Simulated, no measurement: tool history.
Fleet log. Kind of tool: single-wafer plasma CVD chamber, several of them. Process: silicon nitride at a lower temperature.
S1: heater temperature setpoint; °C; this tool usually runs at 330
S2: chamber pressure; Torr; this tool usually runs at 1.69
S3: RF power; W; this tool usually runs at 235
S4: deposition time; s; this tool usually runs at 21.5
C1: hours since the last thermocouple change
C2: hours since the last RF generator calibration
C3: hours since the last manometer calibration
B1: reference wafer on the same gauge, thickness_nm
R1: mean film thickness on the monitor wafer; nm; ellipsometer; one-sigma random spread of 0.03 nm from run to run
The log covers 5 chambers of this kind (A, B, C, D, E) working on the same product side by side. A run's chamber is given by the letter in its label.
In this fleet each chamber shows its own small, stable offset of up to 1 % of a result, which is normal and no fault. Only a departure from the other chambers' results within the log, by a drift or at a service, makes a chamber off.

run   hour   S1    S2   S3    S4      C1      C2      C3      B1      R1
       1.5  -- chamber D: RF generator calibrated
 1B      5  330  1.69  235  21.5     890   427.9     874      21  21.999
 2C   10.4  330  1.69  235  21.5    2195  1860.2  1005.3  20.996  21.728
 3E   16.4  330  1.69  235  21.5  1726.9    49.2  1119.7  20.987  21.877
 4A   21.6  330  1.69  235  21.5  1707.2   800.4  1557.9  20.982  21.674
 5D   26.3  330  1.69  235  21.5  1443.3    24.8   170.3   20.98  21.727
 6C   31.3  330  1.69  235  21.5  2215.9  1881.1  1026.2  20.984  21.731
 7D     37  330  1.69  235  21.5    1454    35.5     181  20.974    21.8
 8E   43.1  330  1.69  235  21.5  1753.6    75.9  1146.4  20.975  21.878
 9B   47.2  330  1.69  235  21.5   932.2   470.1   916.2  20.969  22.059
10A   54.7  330  1.69  235  21.5  1740.3   833.5    1591  20.966  21.694
      55.9  -- chamber C: RF generator calibrated
11A   60.2  330  1.69  235  21.5  1745.8     839  1596.5  20.969   21.67
12B   67.8  330  1.69  235  21.5   952.8   490.7   936.8  20.969  21.897
13C   72.9  330  1.69  235  21.5  2257.5      17  1067.8  20.959  21.727
14D   78.1  330  1.69  235  21.5  1495.1    76.6   222.1  20.954  21.711
15E   84.1  330  1.69  235  21.5  1794.6   116.9  1187.4  20.953  21.872
16A   90.8  330  1.69  235  21.5  1776.4   869.6  1627.1  20.952  21.677
17B   95.6  330  1.69  235  21.5   980.6   518.5   964.6  20.936  21.985
18D    100  330  1.69  235  21.5    1517    98.5     244  20.944  21.656
19C  107.7  330  1.69  235  21.5  2292.3    51.8  1102.6  20.936  21.652
20E  111.8  330  1.56  235  21.5  1822.3   144.6  1215.1   20.94   21.39
21C  119.2  330  1.56  235  21.5  2303.8    63.3  1114.1  20.928  21.252
22A  124.1  330  1.56  235  21.5  1809.7   902.9  1660.4  20.935  21.203
23D  131.4  330  1.56  235  21.5  1548.4   129.9   275.4  20.929  21.197
24E  138.4  330  1.56  235  21.5  1848.9   171.2  1241.7   20.91  21.337
25B  143.7  330  1.69  235  21.5  1028.7   566.6  1012.7  20.922  21.951
26A  149.2  330  1.69  235  21.5  1834.8     928  1685.5  20.914  21.675
27D  156.2  320  1.69  235  21.5  1573.2   154.7   300.2  20.913  21.763
28E  161.4  320  1.69  235  21.5  1871.9   194.2  1264.7  20.913  21.828
29C  166.2  320  1.69  235  21.5  2350.8   110.3  1161.1  20.904  21.695
30B  172.1  320  1.69  235  21.5  1057.1     595  1041.1   20.89  21.994
31D  176.3  320  1.69  235  21.5  1593.3   174.8   320.3  20.895  21.745
32E  182.2  317  1.69  195  21.5  1892.7     215  1285.5  20.891  19.107
33C  188.3  317  1.69  195  21.5  2372.9   132.4  1183.2  20.894  18.905
34B  194.3  317  1.69  195  21.5  1079.3   617.2  1063.3    20.9  19.202
35A    202  317  1.69  195  21.5  1887.6   980.8  1738.3  20.887  18.961

Which is it: a chamber that has drifted or been left off by a service, a gauge drift common to all chambers, or only each chamber's usual small offset? If a chamber is off, name it and its likeliest cause.

The gauge drifts, so all chambers seem to drift together. No chamber is off.
Cause: gauge reads low (%) = 0.563.
